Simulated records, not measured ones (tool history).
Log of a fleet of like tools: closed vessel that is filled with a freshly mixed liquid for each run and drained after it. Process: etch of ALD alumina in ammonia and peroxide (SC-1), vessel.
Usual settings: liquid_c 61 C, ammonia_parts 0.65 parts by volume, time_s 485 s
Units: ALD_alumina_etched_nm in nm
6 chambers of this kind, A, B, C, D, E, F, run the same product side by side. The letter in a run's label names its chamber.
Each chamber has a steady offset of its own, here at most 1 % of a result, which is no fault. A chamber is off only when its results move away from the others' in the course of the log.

run,hour,liquid_c,ammonia_parts,time_s,"read-back film thickness of the ALD alumina reference wafer, read on the same gauge (nm)",ALD_alumina_etched_nm
1D,5,61,0.65,485,30.037,48.56
2B,11,61,0.65,485,30.006,48.831
3F,15.7,61,0.65,485,29.95,48.198
4A,19.3,61,0.65,485,30.03,48.889
# hour 22.4: chamber C: ammonia flow meter replaced
5C,24.1,61,0.65,485,30.018,48.242
6E,27.5,61,0.65,485,29.96,48.937
7F,31.9,61,0.65,485,30.041,48.521
8B,37.4,61,0.65,485,30.017,48.945
# hour 41.9: chamber B: thermometer replaced
9E,41.9,61,0.65,485,30.023,48.743
10A,45.4,61,0.65,485,30.004,48.518
11D,51.2,61,0.65,485,30.003,48.706
12C,55.7,61,0.65,485,29.975,48.916
13C,59.8,61,0.65,485,30.026,48.463
14B,64.5,61,0.65,485,29.954,49.138
15D,67.9,61,0.65,485,29.984,48.58
16A,73.4,61,0.65,485,30.015,48.748
17F,77.6,52.5,0.5,485,29.98,30.306
18E,82.8,52.5,0.5,485,29.979,30.354
19C,87.4,52.5,0.5,485,29.978,30.308
20B,92.6,52.5,0.5,485,29.997,30.248
21F,95.8,52.5,0.5,485,30.049,30.334
22D,100.1,52.5,0.5,485,29.956,30.752
23A,103.4,61,0.65,485,30.061,48.797
24E,107.9,61,0.65,485,29.99,49.232
25F,110.8,61,0.65,485,29.995,48.613
26D,113.8,61,0.65,485,29.954,48.759
27C,119.1,61,0.65,485,29.97,48.64
28E,122.4,61,0.65,485,30.027,48.669
29B,125.5,61,0.65,485,30.047,48.721
30A,131.4,61,0.65,485,29.975,48.961
31E,137.1,61,0.65,485,30.027,49.451
32B,141,61,0.65,485,30.003,49.19
33C,146.3,61,0.65,485,30.001,48.694
34F,149.7,61,0.65,485,30.037,48.3
35A,154.3,61,0.65,485,29.957,48.94
36D,159.3,61,0.65,485,30.018,48.668
37E,163.1,61,0.65,485,29.98,49.167
38C,166.8,64.5,0.65,485,29.996,57.984
39F,170.7,64.5,0.65,485,30.014,57.455

Next, every chamber runs the same settings. What will each give?
40A,175,61,0.65,485,,?
40B,175,61,0.65,485,,?
40C,175,61,0.65,485,,?
40D,175,61,0.65,485,,?
40E,175,61,0.65,485,,?
40F,175,61,0.65,485,,?

run,ALD_alumina_etched_nm
40A,48.783
40B,48.733
40C,48.672
40D,48.765
40E,49.123
40F,48.366
